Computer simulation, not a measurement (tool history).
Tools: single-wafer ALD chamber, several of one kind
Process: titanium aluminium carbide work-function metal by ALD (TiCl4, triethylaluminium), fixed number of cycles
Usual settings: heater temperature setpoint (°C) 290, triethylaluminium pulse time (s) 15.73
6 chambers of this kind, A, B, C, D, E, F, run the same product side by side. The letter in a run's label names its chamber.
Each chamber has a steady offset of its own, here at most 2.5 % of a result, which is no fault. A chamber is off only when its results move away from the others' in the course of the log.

run   hour  heater temperature setpoint (°C)  triethylaluminium pulse time (s)  read-back reference wafer on the same gauge, thickness_nm  mean film thickness on the monitor wafer (Å)
 1E    3.0                               290                             15.73                                                     1.6397                                        19.235
 2A    6.2                               290                             15.73                                                     1.6399                                        19.644
 3D   10.9                               290                             15.73                                                     1.6396                                        19.845
 4C   15.4                               290                             15.73                                                     1.6395                                        19.681
 5B   20.1                               290                             15.73                                                     1.6390                                        19.647
 6F   22.8                               290                             15.73                                                     1.6392                                        19.753
 7B   27.7                               290                             15.73                                                     1.6387                                        19.671
 8E   32.6                               290                             15.73                                                     1.6387                                        19.220
 9A   35.2                               290                             15.73                                                     1.6381                                        19.605
10D   37.4                               290                             15.73                                                     1.6391                                        19.890
11F   42.3                               290                             21.00                                                     1.6378                                        19.763
12C   47.1                               290                             21.00                                                     1.6377                                        19.740
13F   51.9                               290                             21.00                                                     1.6379                                        19.762
14A   56.1                               290                             21.00                                                     1.6373                                        19.700
15D   60.3                               290                             21.00                                                     1.6377                                        19.888
16B   63.3                               290                             21.00                                                     1.6372                                        19.717
17E   68.0                               290                             15.73                                                     1.6370                                        19.176
18C   72.1                               290                             15.73                                                     1.6367                                        19.637
19E   75.7                               290                             15.73                                                     1.6371                                        19.180
      77.1  -- chamber F: triethylaluminium bottle replaced
20C   79.0                               290                             15.73                                                     1.6364                                        19.627
21A   84.0                               290                             15.73                                                     1.6361                                        19.655
22F   88.0                               301                             17.73                                                     1.6363                                        20.713
23D   90.9                               301                             17.73                                                     1.6363                                        20.882
24B   93.6                               301                             17.73                                                     1.6357                                        20.657
25C   98.0                               301                             17.73                                                     1.6359                                        20.643
26E  102.8                               301                             17.73                                                     1.6361                                        20.155
27F  107.4                               301                             17.73                                                     1.6355                                        20.699
28D  109.8                               290                             19.35                                                     1.6351                                        19.889
29B  114.7                               290                             19.35                                                     1.6352                                        19.672
30A  117.8                               290                             19.35                                                     1.6347                                        19.685
31C  121.8                               290                             19.35                                                     1.6350                                        19.669
32B  125.1                               290                             19.35                                                     1.6349                                        19.704
33D  129.8                               290                             19.35                                                     1.6340                                        19.894
34F  133.0                               290                             15.73                                                     1.6339                                        19.665
35A  137.6                               290                             15.73                                                     1.6343                                        19.579
36E  142.1                               290                             15.73                                                     1.6336                                        19.149
37F  146.3                               305                             15.73                                                     1.6339                                        21.038
38B  150.1                               305                             15.73                                                     1.6337                                        20.870
39E  152.9                               305                             15.73                                                     1.6332                                        20.473
40D  156.3                               305                             15.73                                                     1.6335                                        21.127
41C  158.7                               305                             15.73                                                     1.6336                                        20.943
42A  162.7                               305                             15.73                                                     1.6332                                        20.931

Is one chamber off against the others, does the gauge drift, or is nothing wrong? If a chamber is off, say which, and what the likeliest cause is.

The gauge drifts, so all chambers seem to drift together. No chamber is off.
Cause: gauge reads low (%) = 0.435.
